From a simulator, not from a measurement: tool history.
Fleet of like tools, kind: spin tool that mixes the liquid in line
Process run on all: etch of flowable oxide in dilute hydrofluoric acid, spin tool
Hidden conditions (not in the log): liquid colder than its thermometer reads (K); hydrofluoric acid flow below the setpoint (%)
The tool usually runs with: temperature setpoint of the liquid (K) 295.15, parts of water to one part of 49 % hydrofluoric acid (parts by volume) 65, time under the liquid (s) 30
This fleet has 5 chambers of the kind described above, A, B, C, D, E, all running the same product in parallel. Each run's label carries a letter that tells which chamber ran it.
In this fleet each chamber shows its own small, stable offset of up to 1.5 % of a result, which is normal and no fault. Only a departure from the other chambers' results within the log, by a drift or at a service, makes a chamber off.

run   hour  temperature setpoint of the liquid (K)  parts of water to one part of 49 % hydrofluoric acid (parts by volume)  time under the liquid (s)  hours since the thermometer was replaced  hours since the hydrofluoric acid flow meter was replaced  read-back film thickness of the flowable oxide reference wafer, read on the same gauge (nm)  thickness taken off the flowable oxide on a monitor wafer (nm)
 1E    7.0                                  295.15                                                                      65                         30                                     720.1                                                     1424.9                                                                                       59.992                                                          25.389
       9.5  -- chamber E: thermometer replaced
      13.5  -- chamber B: thermometer replaced
 2C   13.9                                  295.15                                                                      65                         30                                    1243.8                                                      368.4                                                                                       60.001                                                          25.524
 3A   27.6                                  295.15                                                                      65                         30                                     386.2                                                      418.0                                                                                       59.999                                                          25.523
 4B   39.0                                  295.15                                                                      65                         30                                      25.5                                                      440.3                                                                                       60.010                                                          25.832
 5D   47.6                                  295.15                                                                      65                         30                                      53.6                                                      540.7                                                                                       60.003                                                          25.429
 6D   59.8                                  295.15                                                                      65                         30                                      65.8                                                      552.9                                                                                       60.006                                                          25.482
      62.9  -- chamber B: hydrofluoric acid flow meter replaced
 7A   67.1                                  295.15                                                                      65                         30                                     425.7                                                      457.5                                                                                       60.005                                                          25.230
 8B   79.4                                  295.15                                                                      65                         30                                      65.9                                                       16.5                                                                                       60.022                                                          25.622
 9C   90.8                                  295.15                                                                      65                         30                                    1320.7                                                      445.3                                                                                       59.996                                                          25.428
10E   98.1                                  295.15                                                                      65                         30                                      88.7                                                     1516.0                                                                                       59.995                                                          25.264
11D  111.2                                  298.15                                                                      65                         20                                     117.2                                                      604.3                                                                                       59.994                                                          19.185
12A  118.1                                  298.15                                                                      65                         20                                     476.7                                                      508.5                                                                                       59.986                                                          19.038
13E  128.0                                  298.15                                                                      65                         20                                     118.6                                                     1545.9                                                                                       60.024                                                          19.208
14C  140.6                                  298.15                                                                      65                         20                                    1370.5                                                      495.1                                                                                       59.985                                                          19.158
15B  147.3                                  298.15                                                                      65                         20                                     133.8                                                       84.4                                                                                       60.015                                                          19.409
16C  156.3                                  295.15                                                                      65                         30                                    1386.2                                                      510.8                                                                                       60.001                                                          25.376
17E  165.4                                  295.15                                                                      65                         30                                     156.0                                                     1583.3                                                                                       59.992                                                          25.306
18D  175.3                                  298.65                                                                      65                         45                                     181.3                                                      668.4                                                                                       60.007                                                          44.124
19A  188.0                                  298.65                                                                      65                         45                                     546.6                                                      578.4                                                                                       60.003                                                          43.762
20B  200.3                                  298.65                                                                      65                         45                                     186.8                                                      137.4                                                                                       60.006                                                          44.505
21D  211.8                                  298.65                                                                      65                         45                                     217.8                                                      704.9                                                                                       60.003                                                          44.101
22C  218.3                                  298.65                                                                      65                         45                                    1448.2                                                      572.8                                                                                       60.009                                                          44.000
     223.2  -- chamber C: thermometer replaced
23E  225.8                                  295.15                                                                      65                         30                                     216.4                                                     1643.7                                                                                       59.992                                                          25.160
24B  236.7                                  297.15                                                                      65                         20                                     223.2                                                      173.8                                                                                       59.994                                                          18.696
25A  248.1                                  297.15                                                                      65                         20                                     606.7                                                      638.5                                                                                       59.998                                                          18.235
26C  260.5                                  297.15                                                                      65                         20                                      37.4                                                      615.0                                                                                       59.982                                                          18.411
27E  268.0                                  297.15                                                                      65                         20                                     258.6                                                     1685.9                                                                                       60.014                                                          18.185
28A  277.4                                  297.15                                                                      65                         20                                     636.0                                                      667.8                                                                                       60.013                                                          18.096
29B  286.2                                  290.15                                                                      65                         30                                     272.7                                                      223.3                                                                                       59.991                                                          20.964
30D  295.3                                  290.15                                                                      65                         30                                     301.3                                                      788.4                                                                                       60.015                                                          20.550

The same settings go to every chamber for the next run, one line per chamber below. Forecast the results for each:
31A  305.3                                  293.15                                                                      65                         30                                                                                                                                                                                                                                                                 ?
31B  305.3                                  293.15                                                                      65                         30                                                                                                                                                                                                                                                                 ?
31C  305.3                                  293.15                                                                      65                         30                                                                                                                                                                                                                                                                 ?
31D  305.3                                  293.15                                                                      65                         30                                                                                                                                                                                                                                                                 ?
31E  305.3                                  293.15                                                                      65                         30                                                                                                                                                                                                                                                                 ?

run  thickness taken off the flowable oxide on a monitor wafer (nm)
31A                                                          22.986
31B                                                          23.643
31C                                                          23.280
31D                                                          23.370
31E                                                          23.278
